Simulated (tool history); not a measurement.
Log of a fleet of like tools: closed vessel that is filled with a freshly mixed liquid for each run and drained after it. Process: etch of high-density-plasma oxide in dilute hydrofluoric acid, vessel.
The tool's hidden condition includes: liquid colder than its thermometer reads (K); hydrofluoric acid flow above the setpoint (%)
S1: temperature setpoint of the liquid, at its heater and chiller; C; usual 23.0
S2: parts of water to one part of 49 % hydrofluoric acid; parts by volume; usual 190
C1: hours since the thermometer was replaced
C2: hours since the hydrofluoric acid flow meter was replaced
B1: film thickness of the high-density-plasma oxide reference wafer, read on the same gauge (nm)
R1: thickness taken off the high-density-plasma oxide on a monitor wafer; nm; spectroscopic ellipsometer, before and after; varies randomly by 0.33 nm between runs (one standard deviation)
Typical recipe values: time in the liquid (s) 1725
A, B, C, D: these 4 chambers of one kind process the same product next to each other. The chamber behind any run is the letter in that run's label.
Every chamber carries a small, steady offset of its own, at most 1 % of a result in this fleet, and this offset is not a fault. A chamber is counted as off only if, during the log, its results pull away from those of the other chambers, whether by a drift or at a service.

run 1A hour=4.9 | S1=23.0 S2=190 time_in_the_liquid_(s)=1725 | C1=119.2 C2=695.5 | B1=110.00 | R1=56.833
run 2C hour=12.5 | S1=23.0 S2=190 time_in_the_liquid_(s)=1725 | C1=43.2 C2=419.1 | B1=109.98 | R1=57.825
run 3B hour=18.7 | S1=23.0 S2=190 time_in_the_liquid_(s)=1725 | C1=947.8 C2=733.1 | B1=109.99 | R1=57.275
run 4D hour=24.7 | S1=23.0 S2=190 time_in_the_liquid_(s)=1725 | C1=714.3 C2=365.7 | B1=109.98 | R1=56.988
run 5B hour=31.9 | S1=23.0 S2=190 time_in_the_liquid_(s)=1725 | C1=961.0 C2=746.3 | B1=109.99 | R1=57.568
run 6D hour=37.5 | S1=23.0 S2=190 time_in_the_liquid_(s)=1725 | C1=727.1 C2=378.5 | B1=109.98 | R1=57.041
run 7A hour=45.2 | S1=23.0 S2=190 time_in_the_liquid_(s)=1725 | C1=159.5 C2=735.8 | B1=110.00 | R1=57.252
run 8C hour=51.1 | S1=23.0 S2=190 time_in_the_liquid_(s)=1725 | C1=81.8 C2=457.7 | B1=110.05 | R1=57.898
run 9C hour=56.5 | S1=23.0 S2=190 time_in_the_liquid_(s)=1725 | C1=87.2 C2=463.1 | B1=110.01 | R1=57.180
run 10A hour=62.0 | S1=23.0 S2=190 time_in_the_liquid_(s)=1725 | C1=176.3 C2=752.6 | B1=110.02 | R1=56.970
run 11B hour=69.6 | S1=24.5 S2=250 time_in_the_liquid_(s)=1725 | C1=998.7 C2=784.0 | B1=109.99 | R1=42.962
run 12D hour=74.5 | S1=24.5 S2=250 time_in_the_liquid_(s)=1725 | C1=764.1 C2=415.5 | B1=109.98 | R1=43.061
run 13D hour=82.4 | S1=24.5 S2=250 time_in_the_liquid_(s)=1725 | C1=772.0 C2=423.4 | B1=110.01 | R1=42.993
run 14A hour=88.4 | S1=24.5 S2=250 time_in_the_liquid_(s)=1725 | C1=202.7 C2=779.0 | B1=110.01 | R1=43.133
run 15C hour=91.9 | S1=23.0 S2=190 time_in_the_liquid_(s)=1725 | C1=122.6 C2=498.5 | B1=110.03 | R1=57.880
run 16B hour=99.5 | S1=23.0 S2=190 time_in_the_liquid_(s)=1725 | C1=1028.6 C2=813.9 | B1=110.03 | R1=57.042
run 17B hour=103.8 | S1=23.0 S2=190 time_in_the_liquid_(s)=1725 | C1=1032.9 C2=818.2 | B1=110.00 | R1=57.352
run 18A hour=108.5 | S1=23.0 S2=190 time_in_the_liquid_(s)=1725 | C1=222.8 C2=799.1 | B1=110.03 | R1=57.790
run 19D hour=114.9 | S1=23.0 S2=190 time_in_the_liquid_(s)=1725 | C1=804.5 C2=455.9 | B1=110.01 | R1=56.919
run 20C hour=119.4 | S1=23.0 S2=190 time_in_the_liquid_(s)=1725 | C1=150.1 C2=526.0 | B1=110.02 | R1=58.364
run 21D hour=125.7 | S1=23.0 S2=190 time_in_the_liquid_(s)=1725 | C1=815.3 C2=466.7 | B1=110.00 | R1=56.921
run 22C hour=130.9 | S1=23.0 S2=190 time_in_the_liquid_(s)=1725 | C1=161.6 C2=537.5 | B1=109.99 | R1=57.733
run 23A hour=137.0 | S1=27.5 S2=190 time_in_the_liquid_(s)=1725 | C1=251.3 C2=827.6 | B1=109.99 | R1=69.468
run 24B hour=144.5 | S1=27.5 S2=190 time_in_the_liquid_(s)=1725 | C1=1073.6 C2=858.9 | B1=109.99 | R1=67.607
run 25A hour=152.3 | S1=27.5 S2=190 time_in_the_liquid_(s)=1725 | C1=266.6 C2=842.9 | B1=110.02 | R1=69.077
run 26C hour=156.2 | S1=27.5 S2=190 time_in_the_liquid_(s)=1725 | C1=186.9 C2=562.8 | B1=109.99 | R1=68.957
run 27B hour=161.4 | S1=23.0 S2=190 time_in_the_liquid_(s)=1725 | C1=1090.5 C2=875.8 | B1=109.96 | R1=57.074
run 28D hour=166.3 | S1=23.0 S2=190 time_in_the_liquid_(s)=1725 | C1=855.9 C2=507.3 | B1=109.98 | R1=57.165
run 29A hour=171.8 | S1=23.0 S2=190 time_in_the_liquid_(s)=1725 | C1=286.1 C2=862.4 | B1=110.01 | R1=59.088
run 30B hour=175.8 | S1=23.0 S2=190 time_in_the_liquid_(s)=1725 | C1=1104.9 C2=890.2 | B1=110.03 | R1=57.582
run 31C hour=182.5 | S1=23.0 S2=190 time_in_the_liquid_(s)=1725 | C1=213.2 C2=589.1 | B1=110.01 | R1=57.863
run 32D hour=187.1 | S1=23.0 S2=190 time_in_the_liquid_(s)=1725 | C1=876.7 C2=528.1 | B1=110.00 | R1=56.575
run 33A hour=192.6 | S1=23.0 S2=190 time_in_the_liquid_(s)=1725 | C1=306.9 C2=883.2 | B1=110.02 | R1=59.404
run 34C hour=197.3 | S1=23.0 S2=190 time_in_the_liquid_(s)=1725 | C1=228.0 C2=603.9 | B1=110.03 | R1=57.969
run 35B hour=201.1 | S1=19.5 S2=190 time_in_the_liquid_(s)=1205 | C1=1130.2 C2=915.5 | B1=109.97 | R1=34.981
run 36D hour=204.8 | S1=19.5 S2=190 time_in_the_liquid_(s)=1205 | C1=894.4 C2=545.8 | B1=110.02 | R1=34.948
run 37D hour=209.3 | S1=19.5 S2=190 time_in_the_liquid_(s)=1205 | C1=898.9 C2=550.3 | B1=109.99 | R1=34.927
run 38A hour=217.3 | S1=19.5 S2=190 time_in_the_liquid_(s)=1205 | C1=331.6 C2=907.9 | B1=110.00 | R1=36.527
run 39C hour=225.2 | S1=23.0 S2=190 time_in_the_liquid_(s)=1725 | C1=255.9 C2=631.8 | B1=110.01 | R1=58.007
run 40B hour=233.0 | S1=23.0 S2=160 time_in_the_liquid_(s)=770 | C1=1162.1 C2=947.4 | B1=109.99 | R1=31.515

Is one chamber off against the others, does the gauge drift, or is nothing wrong? If a chamber is off, say which, and what the likeliest cause is.

Little by little, chamber A moves away from the other chambers.
Cause: hydrofluoric acid flow above the setpoint (%) = 4.95.
From this log alone, it may not be told apart from: liquid hotter than its thermometer reads (K).

Here are 4 candidates for chamber A's next run, each the usual settings with a change, their results left as question marks. Which one brings its results back in line with what the others give on the usual settings?
Maximum distance from the other chambers' mean on the usual settings for a result to count as in line: R1 1.200 nm
run 41A-1 hour=238.7 | S1=25.5 S2=190 time_in_the_liquid_(s)=1725 | R1=?
run 41A-2 hour=238.7 | S1=23.0 S2=205 time_in_the_liquid_(s)=1725 | R1=?
run 41A-3 hour=238.7 | S1=23.0 S2=190 time_in_the_liquid_(s)=1640 | R1=?
run 41A-4 hour=238.7 | S1=23.0 S2=190 time_in_the_liquid_(s)=1810 | R1=?

Usual-settings mean across the other chambers: R1 57.417 nm
run=41A-1 R1=66.545
run=41A-2 R1=55.251
run=41A-3 R1=57.540
run=41A-4 R1=63.504
41A-3 puts the chamber back in line with the other chambers.
